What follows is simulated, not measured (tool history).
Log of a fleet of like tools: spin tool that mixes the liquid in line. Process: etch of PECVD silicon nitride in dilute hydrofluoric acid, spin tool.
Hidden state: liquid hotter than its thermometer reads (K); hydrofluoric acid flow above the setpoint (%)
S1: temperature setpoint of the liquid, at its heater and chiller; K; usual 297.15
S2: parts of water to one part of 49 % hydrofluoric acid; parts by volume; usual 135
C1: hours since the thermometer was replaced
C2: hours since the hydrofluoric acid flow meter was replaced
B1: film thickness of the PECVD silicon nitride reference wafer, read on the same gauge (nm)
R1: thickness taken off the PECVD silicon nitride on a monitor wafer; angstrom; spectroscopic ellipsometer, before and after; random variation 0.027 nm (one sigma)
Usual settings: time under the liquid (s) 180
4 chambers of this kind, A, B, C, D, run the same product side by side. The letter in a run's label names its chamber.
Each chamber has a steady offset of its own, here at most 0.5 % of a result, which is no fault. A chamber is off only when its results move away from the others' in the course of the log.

{"run": "1A", "day": 0.321, "S1": 297.15, "S2": 135, "time under the liquid (s)": 180, "C1": 699.4, "C2": 332.3, "B1": 119.99, "R1": 29.896}
{"run": "2D", "day": 0.567, "S1": 297.15, "S2": 135, "time under the liquid (s)": 180, "C1": 370.9, "C2": 595.7, "B1": 119.98, "R1": 29.871}
{"run": "3B", "day": 0.712, "S1": 297.15, "S2": 135, "time under the liquid (s)": 180, "C1": 557, "C2": 1517.9, "B1": 120.01, "R1": 30.146}
{"run": "4C", "day": 1.017, "S1": 297.15, "S2": 135, "time under the liquid (s)": 180, "C1": 2231.7, "C2": 1031.3, "B1": 120, "R1": 30.64}
{"run": "5B", "day": 1.296, "S1": 297.15, "S2": 135, "time under the liquid (s)": 180, "C1": 571, "C2": 1531.9, "B1": 120, "R1": 30.141}
{"run": "6A", "day": 1.496, "S1": 297.15, "S2": 135, "time under the liquid (s)": 180, "C1": 727.6, "C2": 360.5, "B1": 120.01, "R1": 29.891}
{"run": "7C", "day": 1.683, "S1": 297.15, "S2": 135, "time under the liquid (s)": 180, "C1": 2247.7, "C2": 1047.3, "B1": 119.97, "R1": 29.817}
{"run": "8D", "day": 1.983, "S1": 294.15, "S2": 100, "time under the liquid (s)": 180, "C1": 404.9, "C2": 629.7, "B1": 120, "R1": 32.577}
{"run": "9B", "day": 2.146, "S1": 294.15, "S2": 100, "time under the liquid (s)": 180, "C1": 591.4, "C2": 1552.3, "B1": 119.98, "R1": 32.332}
{"run": "10A", "day": 2.454, "S1": 294.15, "S2": 100, "time under the liquid (s)": 180, "C1": 750.6, "C2": 383.5, "B1": 120.01, "R1": 32.502}
{"run": "11C", "day": 2.617, "S1": 294.15, "S2": 100, "time under the liquid (s)": 180, "C1": 2270.1, "C2": 1069.7, "B1": 120.01, "R1": 33.787}
{"run": "12D", "day": 2.854, "S1": 297.15, "S2": 135, "time under the liquid (s)": 180, "C1": 425.8, "C2": 650.6, "B1": 120, "R1": 29.686}
{"run": "13B", "day": 3.154, "S1": 297.15, "S2": 135, "time under the liquid (s)": 180, "C1": 615.6, "C2": 1576.5, "B1": 120.01, "R1": 29.788}
{"run": "14A", "day": 3.383, "S1": 294.65, "S2": 135, "time under the liquid (s)": 140, "C1": 772.9, "C2": 405.8, "B1": 120, "R1": 20.049}
{"day": 3.612, "done": "chamber C: thermometer replaced"}
{"run": "15C", "day": 3.692, "S1": 294.65, "S2": 135, "time under the liquid (s)": 140, "C1": 2, "C2": 1095.5, "B1": 120.02, "R1": 19.682}
{"run": "16D", "day": 4.012, "S1": 294.65, "S2": 135, "time under the liquid (s)": 140, "C1": 453.6, "C2": 678.4, "B1": 120.01, "R1": 19.747}
{"run": "17A", "day": 4.283, "S1": 294.65, "S2": 135, "time under the liquid (s)": 140, "C1": 794.5, "C2": 427.4, "B1": 120.02, "R1": 20.119}
{"run": "18C", "day": 4.508, "S1": 297.15, "S2": 135, "time under the liquid (s)": 180, "C1": 21.6, "C2": 1115.1, "B1": 120.01, "R1": 30.25}
{"run": "19D", "day": 4.692, "S1": 297.15, "S2": 135, "time under the liquid (s)": 180, "C1": 469.9, "C2": 694.7, "B1": 119.98, "R1": 29.738}
{"run": "20B", "day": 4.838, "S1": 297.15, "S2": 135, "time under the liquid (s)": 180, "C1": 656, "C2": 1616.9, "B1": 120.03, "R1": 29.862}
{"run": "21C", "day": 5.058, "S1": 297.15, "S2": 135, "time under the liquid (s)": 180, "C1": 34.8, "C2": 1128.3, "B1": 120.01, "R1": 30.315}
{"run": "22D", "day": 5.362, "S1": 294.15, "S2": 135, "time under the liquid (s)": 180, "C1": 486, "C2": 710.8, "B1": 120, "R1": 24.468}
{"run": "23A", "day": 5.521, "S1": 294.15, "S2": 135, "time under the liquid (s)": 180, "C1": 824.2, "C2": 457.1, "B1": 119.98, "R1": 24.734}
{"run": "24B", "day": 5.796, "S1": 294.15, "S2": 135, "time under the liquid (s)": 180, "C1": 679, "C2": 1639.9, "B1": 120, "R1": 24.394}
{"run": "25C", "day": 5.979, "S1": 294.15, "S2": 135, "time under the liquid (s)": 180, "C1": 56.9, "C2": 1150.4, "B1": 120, "R1": 24.453}
{"run": "26B", "day": 6.279, "S1": 297.15, "S2": 135, "time under the liquid (s)": 180, "C1": 690.6, "C2": 1651.5, "B1": 119.96, "R1": 29.739}
{"run": "27D", "day": 6.488, "S1": 297.15, "S2": 135, "time under the liquid (s)": 180, "C1": 513, "C2": 737.8, "B1": 120, "R1": 30.254}
{"run": "28A", "day": 6.708, "S1": 297.15, "S2": 135, "time under the liquid (s)": 180, "C1": 852.7, "C2": 485.6, "B1": 120.01, "R1": 31.014}
{"run": "29A", "day": 7.004, "S1": 297.15, "S2": 135, "time under the liquid (s)": 180, "C1": 859.8, "C2": 492.7, "B1": 120.02, "R1": 31.239}
{"run": "30B", "day": 7.225, "S1": 297.15, "S2": 135, "time under the liquid (s)": 180, "C1": 713.3, "C2": 1674.2, "B1": 119.99, "R1": 29.271}
{"run": "31C", "day": 7.462, "S1": 297.15, "S2": 135, "time under the liquid (s)": 180, "C1": 92.5, "C2": 1186, "B1": 119.96, "R1": 30.037}
{"run": "32D", "day": 7.679, "S1": 297.15, "S2": 135, "time under the liquid (s)": 180, "C1": 541.6, "C2": 766.4, "B1": 120.02, "R1": 30.009}
{"run": "33D", "day": 7.908, "S1": 297.15, "S2": 135, "time under the liquid (s)": 180, "C1": 547.1, "C2": 771.9, "B1": 119.96, "R1": 29.899}
{"run": "34C", "day": 8.075, "S1": 297.15, "S2": 135, "time under the liquid (s)": 180, "C1": 107.2, "C2": 1200.7, "B1": 120.01, "R1": 30.22}
{"run": "35B", "day": 8.25, "S1": 297.15, "S2": 135, "time under the liquid (s)": 280, "C1": 737.9, "C2": 1698.8, "B1": 120, "R1": 46.333}
{"run": "36A", "day": 8.546, "S1": 297.15, "S2": 135, "time under the liquid (s)": 280, "C1": 896.8, "C2": 529.7, "B1": 120.02, "R1": 49.356}

Next, every chamber runs the same settings. What will each give?
{"run": "37A", "day": 8.779, "S1": 302.15, "S2": 135, "time under the liquid (s)": 180, "R1": "?"}
{"run": "37B", "day": 8.779, "S1": 302.15, "S2": 135, "time under the liquid (s)": 180, "R1": "?"}
{"run": "37C", "day": 8.779, "S1": 302.15, "S2": 135, "time under the liquid (s)": 180, "R1": "?"}
{"run": "37D", "day": 8.779, "S1": 302.15, "S2": 135, "time under the liquid (s)": 180, "R1": "?"}

run=37A R1=43.643
run=37B R1=41.157
run=37C R1=40.801
run=37D R1=41.161
